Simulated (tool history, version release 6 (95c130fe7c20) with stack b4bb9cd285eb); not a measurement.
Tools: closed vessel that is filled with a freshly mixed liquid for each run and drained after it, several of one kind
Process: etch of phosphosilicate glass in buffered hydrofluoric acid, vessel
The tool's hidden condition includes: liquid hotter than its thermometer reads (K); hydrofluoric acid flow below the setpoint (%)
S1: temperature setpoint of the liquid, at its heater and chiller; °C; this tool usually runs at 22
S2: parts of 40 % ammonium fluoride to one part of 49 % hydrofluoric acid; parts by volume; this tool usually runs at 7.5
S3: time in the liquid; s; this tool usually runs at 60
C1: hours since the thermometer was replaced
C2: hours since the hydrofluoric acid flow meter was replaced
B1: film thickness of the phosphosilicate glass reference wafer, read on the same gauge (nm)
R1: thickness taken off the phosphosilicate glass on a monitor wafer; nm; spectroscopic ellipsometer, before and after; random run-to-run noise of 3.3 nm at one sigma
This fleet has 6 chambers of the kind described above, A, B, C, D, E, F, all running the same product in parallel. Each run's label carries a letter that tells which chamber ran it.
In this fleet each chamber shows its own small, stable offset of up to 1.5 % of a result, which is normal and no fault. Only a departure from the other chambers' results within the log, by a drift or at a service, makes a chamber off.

run   hour    S1   S2  S3      C1      C2      B1      R1
 1F    5.2    22  7.5  60  1333.9  1154.4   90.04  371.33
 2E   11.2    22  7.5  60    30.7     248  89.984  363.78
 3C     16    22  7.5  60    86.3  1135.5  90.004  366.28
 4B   20.6    22  7.5  60   830.4  1514.7  90.023  366.12
 5A   25.3    22  7.5  60  1104.6    70.4  90.002  360.83
 6D     34    22  7.5  60  1134.2  2116.3  89.971  368.89
 7D   40.4    22  7.5  60  1140.6  2122.7  89.971  372.99
 8E   47.7    22  7.5  60    67.2   284.5  89.993  363.72
 9C   56.3    22  7.5  60   126.6  1175.8  89.982  364.55
10F   62.8    22  7.5  60  1391.5    1212   90.01   368.7
11B   70.4    22   10  75   880.2  1564.5  90.007  354.52
      76.7  -- chamber D: hydrofluoric acid flow meter replaced
12A     79    22   10  75  1158.3   124.1      90  350.42
13B   85.9    22   10  75   895.7    1580   90.04  348.99
14F   90.7    22   10  75  1419.4  1239.9  89.994  361.44
15D   95.6    22   10  75  1195.8    18.9  90.011  360.37
16A  100.4    22   10  75  1179.7   145.5  90.045  352.89
17C  107.5    22  7.5  60   177.8    1227  90.022  367.86
18E  116.7    22  7.5  60   136.2   353.5  89.981   363.1
19F  123.3    26  5.5  60    1452  1272.5  89.976  608.69
20D  129.4    26  5.5  60  1229.6    52.7   90.01  612.17
21B  136.6    26  5.5  60   946.4  1630.7  90.016  595.08
22E  146.2    26  5.5  60   165.7     383  90.006  592.11
23A  150.8    26  5.5  60  1230.1   195.9   90.02  606.32
24C  155.5    26  5.5  60   225.8    1275  90.041  604.62
25C  161.9    22  7.5  60   232.2  1281.4  90.002  359.81
26B  169.4    22    5  75   979.2  1663.5  90.012  640.96
27E  174.2    22    5  75   193.7     411  89.974  658.08
28A  178.8    22    5  75  1258.1   223.9  90.038  658.85
29D    187    22    5  75  1287.2   110.3  89.964  675.64
     194.8  -- chamber F: thermometer replaced
30F  195.5    22    5  75     0.8  1344.7  89.966  664.97
31C  202.8    22    5  75   273.1  1322.3  90.024  655.45
32D  208.2    22  7.5  60  1308.4   131.5  89.986  369.68
33F  216.8    22  7.5  60    22.1    1366  89.967  370.32
34B  222.1    22  7.5  60  1031.9  1716.2  90.013  336.16
35A  227.1    22  7.5  60  1306.4   272.2  89.945  363.97
36E  235.2    22  7.5  60   254.7     472  90.044  372.38
37B  241.6    22  7.5  60  1051.4  1735.7   90.02   329.1
38E  248.6    22  7.5  60   268.1   485.4  89.991  366.83
39A  254.2  26.5  9.5  60  1333.5   299.3  90.014  367.88

Is one chamber out of step, is the gauge drifting, or do the chambers differ by no more than their own small offsets? For an off chamber, give its letter and the likeliest cause.

One chamber, B, drifts off from the rest bit by bit.
What lies behind it: hydrofluoric acid flow below the setpoint (%) = 9.54.
The log may not separate it from: liquid colder than its thermometer reads (K).

Here are 4 candidates for chamber B's next run, each the usual settings with a change, their results left as question marks. Which one brings its results back in line with what the others give on the usual settings?
A result is in line if it is within this distance of the other chambers' mean on the usual settings: R1 11 nm
40B-1  261.3  22.5  7.5  65               ?
40B-2  261.3  22.5  7.5  60               ?
40B-3  261.3    22  8.5  60               ?
40B-4  261.3  21.5  7.5  60               ?

Usual-settings mean across the other chambers: R1 367.72 nm
  run      R1
40B-1  366.98
40B-2  338.75
40B-3  293.34
40B-4  320.74
It is 40B-1 that realigns the chamber with its peers.
